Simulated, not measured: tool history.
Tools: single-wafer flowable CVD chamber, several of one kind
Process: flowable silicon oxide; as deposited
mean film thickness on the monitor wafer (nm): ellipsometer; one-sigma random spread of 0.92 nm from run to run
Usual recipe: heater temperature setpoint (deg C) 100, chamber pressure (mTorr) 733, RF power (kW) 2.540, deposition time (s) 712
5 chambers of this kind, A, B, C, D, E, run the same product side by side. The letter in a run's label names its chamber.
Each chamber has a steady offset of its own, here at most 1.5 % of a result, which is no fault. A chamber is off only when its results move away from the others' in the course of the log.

run	hour	heater temperature setpoint (deg C)	chamber pressure (mTorr)	RF power (kW)	deposition time (s)	hours since the last thermocouple change	hours since the last RF generator calibration	hours since the last manometer calibration	read-back reference wafer on the same gauge, thickness_nm	mean film thickness on the monitor wafer (nm)
1D	3.7	100	733	2.540	712	668.2	833.6	883.1	463.81	399.44
2B	7.1	100	733	2.540	712	1447.5	940.6	621.4	464.04	407.06
3C	10.2	100	733	2.540	712	1181.2	42.7	864.7	464.14	399.90
4A	13.4	100	733	2.540	712	259.8	2051.3	1485.1	464.23	399.45
5E	16.7	100	733	2.540	712	2163.6	2087.6	1204.2	463.80	400.19
6D	20.4	100	733	2.540	712	684.9	850.3	899.8	464.20	400.25
7A	24.3	100	733	2.540	712	270.7	2062.2	1496.0	463.87	398.59
8E	27.8	100	733	2.540	712	2174.7	2098.7	1215.3	464.11	401.18
9C	32.3	100	733	2.540	712	1203.3	64.8	886.8	464.08	399.76
10B	38.9	100	853	2.865	712	1479.3	972.4	653.2	464.40	500.70
11C	45.2	100	853	2.865	712	1216.2	77.7	899.7	464.02	492.98
12B	50.6	100	853	2.865	712	1491.0	984.1	664.9	463.97	500.54
13D	56.0	100	853	2.865	712	720.5	885.9	935.4	464.05	498.45
14E	62.8	100	853	2.865	712	2209.7	2133.7	1250.3	464.11	495.85
15A	67.6	100	609	2.540	624	314.0	2105.5	1539.3	464.18	271.78
16A	71.3	100	609	2.540	624	317.7	2109.2	1543.0	463.82	272.89
17C	74.9	100	609	2.540	624	1245.9	107.4	929.4	463.96	272.49
18B	78.3	100	609	2.540	624	1518.7	1011.8	692.6	464.08	276.57
19E	82.0	100	609	2.540	624	2228.9	2152.9	1269.5	463.88	273.59
20D	88.7	100	733	2.175	712	753.2	918.6	968.1	463.89	390.57
# hour 93.9: chamber E: thermocouple changed; heater temperature recalibrated
21B	94.7	100	733	2.175	712	1535.1	1028.2	709.0	464.25	395.54
22E	98.6	100	733	2.175	712	4.8	2169.5	1286.1	464.06	400.91
# hour 100.9: chamber D: capacitance manometer re-zeroed and calibrated
23D	104.2	100	733	2.175	712	768.7	934.1	3.3	464.28	391.11
24A	107.5	100	733	2.175	712	353.9	2145.4	1579.2	463.88	388.34
25C	112.9	100	733	2.540	712	1283.9	145.4	967.4	464.14	399.46
26D	118.9	100	733	2.540	712	783.4	948.8	18.0	463.99	401.36
27A	124.4	100	733	2.540	712	370.8	2162.3	1596.1	463.99	399.90
28E	128.4	100	733	2.540	712	34.6	2199.3	1315.9	464.25	409.37
29C	134.1	100	733	2.540	712	1305.1	166.6	988.6	464.08	399.35
30B	138.9	91	643	2.540	712	1579.3	1072.4	753.2	464.03	455.43
31D	144.6	91	643	2.540	712	809.1	974.5	43.7	463.99	449.58
32C	148.0	91	643	2.540	712	1319.0	180.5	1002.5	463.97	449.85
33B	151.0	91	643	2.540	712	1591.4	1084.5	765.3	464.00	457.67

Next, all 5 chambers run the settings below, one line each with question marks for the results. What does each chamber give?
34A	155.9	100	733	2.540	712					?
34B	155.9	100	733	2.540	712					?
34C	155.9	100	733	2.540	712					?
34D	155.9	100	733	2.540	712					?
34E	155.9	100	733	2.540	712					?

run	mean film thickness on the monitor wafer (nm)
34A	398.34
34B	405.58
34C	401.15
34D	399.65
34E	409.22
